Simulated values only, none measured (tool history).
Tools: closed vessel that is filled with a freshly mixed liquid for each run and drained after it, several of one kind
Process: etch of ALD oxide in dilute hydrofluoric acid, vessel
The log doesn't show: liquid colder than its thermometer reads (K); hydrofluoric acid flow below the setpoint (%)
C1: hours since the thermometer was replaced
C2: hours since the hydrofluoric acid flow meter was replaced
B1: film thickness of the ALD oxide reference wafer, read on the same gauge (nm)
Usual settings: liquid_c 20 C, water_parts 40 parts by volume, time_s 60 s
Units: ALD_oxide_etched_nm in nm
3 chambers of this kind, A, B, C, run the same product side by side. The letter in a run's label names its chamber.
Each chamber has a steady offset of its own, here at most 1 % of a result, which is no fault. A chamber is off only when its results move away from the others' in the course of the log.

{"run": "1A", "hour": 5.8, "liquid_c": 20, "water_parts": 40, "time_s": 60, "C1": 677.6, "C2": 1123.3, "B1": 130.02, "ALD_oxide_etched_nm": 15.528}
{"run": "2B", "hour": 11.5, "liquid_c": 20, "water_parts": 40, "time_s": 60, "C1": 914.7, "C2": 23.2, "B1": 129.99, "ALD_oxide_etched_nm": 15.819}
{"run": "3C", "hour": 17.9, "liquid_c": 20, "water_parts": 40, "time_s": 60, "C1": 334.7, "C2": 700.0, "B1": 129.99, "ALD_oxide_etched_nm": 15.745}
{"run": "4B", "hour": 21.6, "liquid_c": 20, "water_parts": 40, "time_s": 60, "C1": 924.8, "C2": 33.3, "B1": 130.0, "ALD_oxide_etched_nm": 15.941}
{"run": "5A", "hour": 27.2, "liquid_c": 20, "water_parts": 40, "time_s": 60, "C1": 699.0, "C2": 1144.7, "B1": 130.05, "ALD_oxide_etched_nm": 15.664}
{"run": "6C", "hour": 33.0, "liquid_c": 20, "water_parts": 40, "time_s": 60, "C1": 349.8, "C2": 715.1, "B1": 130.01, "ALD_oxide_etched_nm": 15.974}
{"run": "7B", "hour": 37.7, "liquid_c": 20, "water_parts": 40, "time_s": 60, "C1": 940.9, "C2": 49.4, "B1": 130.01, "ALD_oxide_etched_nm": 15.844}
{"run": "8A", "hour": 42.2, "liquid_c": 20, "water_parts": 40, "time_s": 60, "C1": 714.0, "C2": 1159.7, "B1": 130.01, "ALD_oxide_etched_nm": 15.687}
{"run": "9C", "hour": 49.0, "liquid_c": 20, "water_parts": 40, "time_s": 60, "C1": 365.8, "C2": 731.1, "B1": 130.03, "ALD_oxide_etched_nm": 15.901}
{"run": "10B", "hour": 54.1, "liquid_c": 23, "water_parts": 40, "time_s": 45, "C1": 957.3, "C2": 65.8, "B1": 130.0, "ALD_oxide_etched_nm": 13.422}
{"run": "11C", "hour": 58.0, "liquid_c": 23, "water_parts": 40, "time_s": 45, "C1": 374.8, "C2": 740.1, "B1": 129.99, "ALD_oxide_etched_nm": 13.717}
{"run": "12A", "hour": 61.5, "liquid_c": 23, "water_parts": 40, "time_s": 45, "C1": 733.3, "C2": 1179.0, "B1": 130.01, "ALD_oxide_etched_nm": 13.27}
{"run": "13A", "hour": 65.0, "liquid_c": 24, "water_parts": 40, "time_s": 60, "C1": 736.8, "C2": 1182.5, "B1": 130.0, "ALD_oxide_etched_nm": 18.636}
{"run": "14B", "hour": 69.5, "liquid_c": 24, "water_parts": 40, "time_s": 60, "C1": 972.7, "C2": 81.2, "B1": 130.01, "ALD_oxide_etched_nm": 18.573}
{"run": "15C", "hour": 74.9, "liquid_c": 24, "water_parts": 40, "time_s": 60, "C1": 391.7, "C2": 757.0, "B1": 129.99, "ALD_oxide_etched_nm": 18.666}
{"run": "16A", "hour": 80.7, "liquid_c": 20, "water_parts": 40, "time_s": 60, "C1": 752.5, "C2": 1198.2, "B1": 130.02, "ALD_oxide_etched_nm": 15.791}
{"run": "17B", "hour": 84.7, "liquid_c": 20, "water_parts": 40, "time_s": 60, "C1": 987.9, "C2": 96.4, "B1": 130.01, "ALD_oxide_etched_nm": 15.643}
{"run": "18C", "hour": 92.2, "liquid_c": 20, "water_parts": 40, "time_s": 60, "C1": 409.0, "C2": 774.3, "B1": 130.0, "ALD_oxide_etched_nm": 15.759}
{"run": "19B", "hour": 99.8, "liquid_c": 20, "water_parts": 40, "time_s": 60, "C1": 1003.0, "C2": 111.5, "B1": 130.01, "ALD_oxide_etched_nm": 15.867}
{"run": "20A", "hour": 104.0, "liquid_c": 20, "water_parts": 40, "time_s": 60, "C1": 775.8, "C2": 1221.5, "B1": 129.99, "ALD_oxide_etched_nm": 15.766}
{"run": "21C", "hour": 107.5, "liquid_c": 20, "water_parts": 40, "time_s": 60, "C1": 424.3, "C2": 789.6, "B1": 129.97, "ALD_oxide_etched_nm": 15.764}
{"run": "22B", "hour": 111.0, "liquid_c": 20, "water_parts": 40, "time_s": 60, "C1": 1014.2, "C2": 122.7, "B1": 130.0, "ALD_oxide_etched_nm": 15.866}
{"run": "23A", "hour": 115.9, "liquid_c": 20, "water_parts": 40, "time_s": 60, "C1": 787.7, "C2": 1233.4, "B1": 129.97, "ALD_oxide_etched_nm": 15.688}
{"run": "24C", "hour": 123.4, "liquid_c": 17, "water_parts": 55, "time_s": 60, "C1": 440.2, "C2": 805.5, "B1": 130.01, "ALD_oxide_etched_nm": 9.9796}
{"run": "25B", "hour": 129.1, "liquid_c": 17, "water_parts": 55, "time_s": 60, "C1": 1032.3, "C2": 140.8, "B1": 130.0, "ALD_oxide_etched_nm": 9.8421}
{"run": "26A", "hour": 135.7, "liquid_c": 17, "water_parts": 55, "time_s": 60, "C1": 807.5, "C2": 1253.2, "B1": 129.97, "ALD_oxide_etched_nm": 9.7254}
{"run": "27C", "hour": 142.2, "liquid_c": 20, "water_parts": 40, "time_s": 60, "C1": 459.0, "C2": 824.3, "B1": 129.97, "ALD_oxide_etched_nm": 15.906}
{"run": "28C", "hour": 145.9, "liquid_c": 20, "water_parts": 40, "time_s": 60, "C1": 462.7, "C2": 828.0, "B1": 130.01, "ALD_oxide_etched_nm": 15.652}
{"run": "29A", "hour": 150.8, "liquid_c": 20, "water_parts": 40, "time_s": 60, "C1": 822.6, "C2": 1268.3, "B1": 129.93, "ALD_oxide_etched_nm": 15.418}
{"run": "30B", "hour": 154.0, "liquid_c": 20, "water_parts": 40, "time_s": 35, "C1": 1057.2, "C2": 165.7, "B1": 130.0, "ALD_oxide_etched_nm": 9.2714}
{"run": "31C", "hour": 160.8, "liquid_c": 20, "water_parts": 40, "time_s": 35, "C1": 477.6, "C2": 842.9, "B1": 129.99, "ALD_oxide_etched_nm": 9.1864}
{"run": "32B", "hour": 167.4, "liquid_c": 20, "water_parts": 40, "time_s": 35, "C1": 1070.6, "C2": 179.1, "B1": 130.0, "ALD_oxide_etched_nm": 9.1796}
{"run": "33A", "hour": 172.3, "liquid_c": 20, "water_parts": 40, "time_s": 60, "C1": 844.1, "C2": 1289.8, "B1": 129.96, "ALD_oxide_etched_nm": 15.748}
{"run": "34C", "hour": 175.9, "liquid_c": 20, "water_parts": 40, "time_s": 60, "C1": 492.7, "C2": 858.0, "B1": 129.98, "ALD_oxide_etched_nm": 15.767}
{"run": "35A", "hour": 182.0, "liquid_c": 20, "water_parts": 40, "time_s": 60, "C1": 853.8, "C2": 1299.5, "B1": 130.0, "ALD_oxide_etched_nm": 15.594}

Is one chamber off against the others, does the gauge drift, or is nothing wrong? If a chamber is off, say which, and what the likeliest cause is.

No chamber stands off beyond its own small offset, and the gauge holds steady.
